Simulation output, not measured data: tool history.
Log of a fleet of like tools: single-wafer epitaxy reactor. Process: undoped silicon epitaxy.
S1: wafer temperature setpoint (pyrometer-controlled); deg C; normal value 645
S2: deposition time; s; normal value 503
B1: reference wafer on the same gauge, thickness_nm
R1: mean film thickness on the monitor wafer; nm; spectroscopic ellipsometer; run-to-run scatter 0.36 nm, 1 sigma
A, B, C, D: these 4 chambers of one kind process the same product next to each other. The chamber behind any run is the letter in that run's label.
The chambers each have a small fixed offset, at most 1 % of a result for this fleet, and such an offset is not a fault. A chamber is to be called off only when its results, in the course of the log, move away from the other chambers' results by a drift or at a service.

run   hour   S1   S2      B1       R1
 1A    7.6  645  503  89.979   75.834
 2B   12.9  645  503  89.902   76.518
 3D   17.4  645  503  89.859   75.895
 4C   22.3  645  503  89.899   75.319
 5D   26.9  645  503  89.858   75.714
 6B   34.0  645  503  89.843   76.401
 7A   40.3  645  503  89.891   75.304
 8C   46.8  645  503  89.940   75.363
 9A   52.1  645  503  89.842   75.667
10B   56.5  654  548  89.978  101.120
11D   64.0  654  548  89.997   99.907
12C   69.2  654  548  90.037  100.090
13B   77.5  654  548  89.900  100.590
14C   86.9  645  503  90.043   75.617
15A   92.0  645  503  89.917   75.547
16D   98.2  645  503  89.901   75.647
17B  108.0  645  428  89.948   64.764
18D  112.5  645  428  89.850   64.725
19A  117.6  645  428  89.841   64.594
20C  124.5  645  428  89.782   64.020
21B  132.8  645  503  89.915   76.459
22A  142.6  645  503  89.821   75.962
23D  151.8  645  503  89.911   75.211
24C  158.0  652  503  89.867   88.359

Is one chamber out of step, is the gauge drifting, or do the chambers differ by no more than their own small offsets? For an off chamber, give its letter and the likeliest cause.

The fleet is healthy, with each chamber sitting at its usual small offset and no drift in the gauge.

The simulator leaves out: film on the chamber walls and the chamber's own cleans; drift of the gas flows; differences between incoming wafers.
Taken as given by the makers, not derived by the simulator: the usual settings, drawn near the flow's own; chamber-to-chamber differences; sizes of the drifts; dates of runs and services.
